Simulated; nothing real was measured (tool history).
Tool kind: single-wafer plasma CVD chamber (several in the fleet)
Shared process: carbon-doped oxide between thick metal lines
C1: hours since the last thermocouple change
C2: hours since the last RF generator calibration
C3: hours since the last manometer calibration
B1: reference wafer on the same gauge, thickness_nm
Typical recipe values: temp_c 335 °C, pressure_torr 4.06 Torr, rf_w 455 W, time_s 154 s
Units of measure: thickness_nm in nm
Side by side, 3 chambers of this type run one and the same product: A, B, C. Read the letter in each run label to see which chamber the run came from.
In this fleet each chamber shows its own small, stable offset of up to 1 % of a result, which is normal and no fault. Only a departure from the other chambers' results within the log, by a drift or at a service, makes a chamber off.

run 1A hour=12.2 | temp_c=335 pressure_torr=4.06 rf_w=455 time_s=154 | C1=1032.8 C2=151.1 C3=512.2 | B1=764.18 | thickness_nm=732.98
run 2C hour=23.9 | temp_c=335 pressure_torr=4.06 rf_w=455 time_s=154 | C1=611.2 C2=267.2 C3=2118.7 | B1=764.39 | thickness_nm=741.95
run 3B hour=38.2 | temp_c=335 pressure_torr=4.06 rf_w=455 time_s=154 | C1=1433.1 C2=497.0 C3=1202.7 | B1=764.58 | thickness_nm=741.08
run 4A hour=51.7 | temp_c=335 pressure_torr=4.06 rf_w=455 time_s=154 | C1=1072.3 C2=190.6 C3=551.7 | B1=764.89 | thickness_nm=735.49
run 5B hour=66.0 | temp_c=335 pressure_torr=4.06 rf_w=415 time_s=154 | C1=1460.9 C2=524.8 C3=1230.5 | B1=765.09 | thickness_nm=690.63
run 6C hour=76.8 | temp_c=335 pressure_torr=4.06 rf_w=415 time_s=154 | C1=664.1 C2=320.1 C3=2171.6 | B1=764.90 | thickness_nm=693.25
run 7B hour=87.7 | temp_c=335 pressure_torr=4.06 rf_w=415 time_s=154 | C1=1482.6 C2=546.5 C3=1252.2 | B1=765.59 | thickness_nm=693.63
run 8C hour=101.0 | temp_c=335 pressure_torr=4.06 rf_w=455 time_s=154 | C1=688.3 C2=344.3 C3=2195.8 | B1=765.35 | thickness_nm=743.73
run 9A hour=112.1 | temp_c=335 pressure_torr=4.06 rf_w=455 time_s=154 | C1=1132.7 C2=251.0 C3=612.1 | B1=765.80 | thickness_nm=736.83
run 10C hour=119.9 | temp_c=335 pressure_torr=4.06 rf_w=455 time_s=154 | C1=707.2 C2=363.2 C3=2214.7 | B1=765.88 | thickness_nm=741.98
run 11A hour=129.9 | temp_c=335 pressure_torr=4.06 rf_w=455 time_s=154 | C1=1150.5 C2=268.8 C3=629.9 | B1=765.77 | thickness_nm=736.99
run 12B hour=136.8 | temp_c=335 pressure_torr=4.06 rf_w=455 time_s=154 | C1=1531.7 C2=595.6 C3=1301.3 | B1=766.08 | thickness_nm=741.16
run 13C hour=146.3 | temp_c=335 pressure_torr=4.06 rf_w=455 time_s=154 | C1=733.6 C2=389.6 C3=2241.1 | B1=766.23 | thickness_nm=742.92
run 14B hour=153.5 | temp_c=335 pressure_torr=4.06 rf_w=455 time_s=154 | C1=1548.4 C2=612.3 C3=1318.0 | B1=766.57 | thickness_nm=743.70
run 15A hour=168.2 | temp_c=335 pressure_torr=4.06 rf_w=455 time_s=154 | C1=1188.8 C2=307.1 C3=668.2 | B1=766.45 | thickness_nm=733.51
run 16A hour=181.3 | temp_c=335 pressure_torr=4.06 rf_w=455 time_s=154 | C1=1201.9 C2=320.2 C3=681.3 | B1=766.25 | thickness_nm=736.62
run 17C hour=190.9 | temp_c=335 pressure_torr=4.06 rf_w=455 time_s=154 | C1=778.2 C2=434.2 C3=2285.7 | B1=766.88 | thickness_nm=742.53
run 18B hour=198.0 | temp_c=335 pressure_torr=4.06 rf_w=455 time_s=154 | C1=1592.9 C2=656.8 C3=1362.5 | B1=766.82 | thickness_nm=743.21
run 19C hour=213.4 | temp_c=335 pressure_torr=4.06 rf_w=455 time_s=154 | C1=800.7 C2=456.7 C3=2308.2 | B1=767.00 | thickness_nm=744.82
run 20B hour=228.9 | temp_c=335 pressure_torr=4.06 rf_w=455 time_s=154 | C1=1623.8 C2=687.7 C3=1393.4 | B1=767.37 | thickness_nm=741.07
run 21A hour=241.4 | temp_c=335 pressure_torr=4.06 rf_w=455 time_s=154 | C1=1262.0 C2=380.3 C3=741.4 | B1=767.73 | thickness_nm=737.69
run 22C hour=255.1 | temp_c=335 pressure_torr=4.06 rf_w=455 time_s=154 | C1=842.4 C2=498.4 C3=2349.9 | B1=767.78 | thickness_nm=742.70
run 23B hour=266.5 | temp_c=335 pressure_torr=4.06 rf_w=455 time_s=154 | C1=1661.4 C2=725.3 C3=1431.0 | B1=767.71 | thickness_nm=744.85
run 24A hour=277.4 | temp_c=335 pressure_torr=4.06 rf_w=455 time_s=154 | C1=1298.0 C2=416.3 C3=777.4 | B1=768.06 | thickness_nm=734.06
run 25B hour=291.8 | temp_c=335 pressure_torr=4.06 rf_w=455 time_s=154 | C1=1686.7 C2=750.6 C3=1456.3 | B1=768.25 | thickness_nm=743.73
run 26C hour=304.1 | temp_c=335 pressure_torr=4.06 rf_w=455 time_s=154 | C1=891.4 C2=547.4 C3=2398.9 | B1=768.40 | thickness_nm=746.13
run 27A hour=311.6 | temp_c=335 pressure_torr=4.06 rf_w=455 time_s=154 | C1=1332.2 C2=450.5 C3=811.6 | B1=768.42 | thickness_nm=736.37
run 28C hour=324.2 | temp_c=324 pressure_torr=4.06 rf_w=455 time_s=178 | C1=911.5 C2=567.5 C3=2419.0 | B1=768.52 | thickness_nm=890.43
run 29A hour=331.3 | temp_c=324 pressure_torr=4.06 rf_w=455 time_s=178 | C1=1351.9 C2=470.2 C3=831.3 | B1=768.75 | thickness_nm=883.08

What goes on in this fleet: one chamber off, a drifting gauge, or nothing beyond the chambers' own small offsets? Name the chamber and the cause, if any.

It is the gauge, not a chamber: its drift shows up in every chamber's results at once, and no chamber is off.
Most likely cause: gauge reads high (%) = 0.655.

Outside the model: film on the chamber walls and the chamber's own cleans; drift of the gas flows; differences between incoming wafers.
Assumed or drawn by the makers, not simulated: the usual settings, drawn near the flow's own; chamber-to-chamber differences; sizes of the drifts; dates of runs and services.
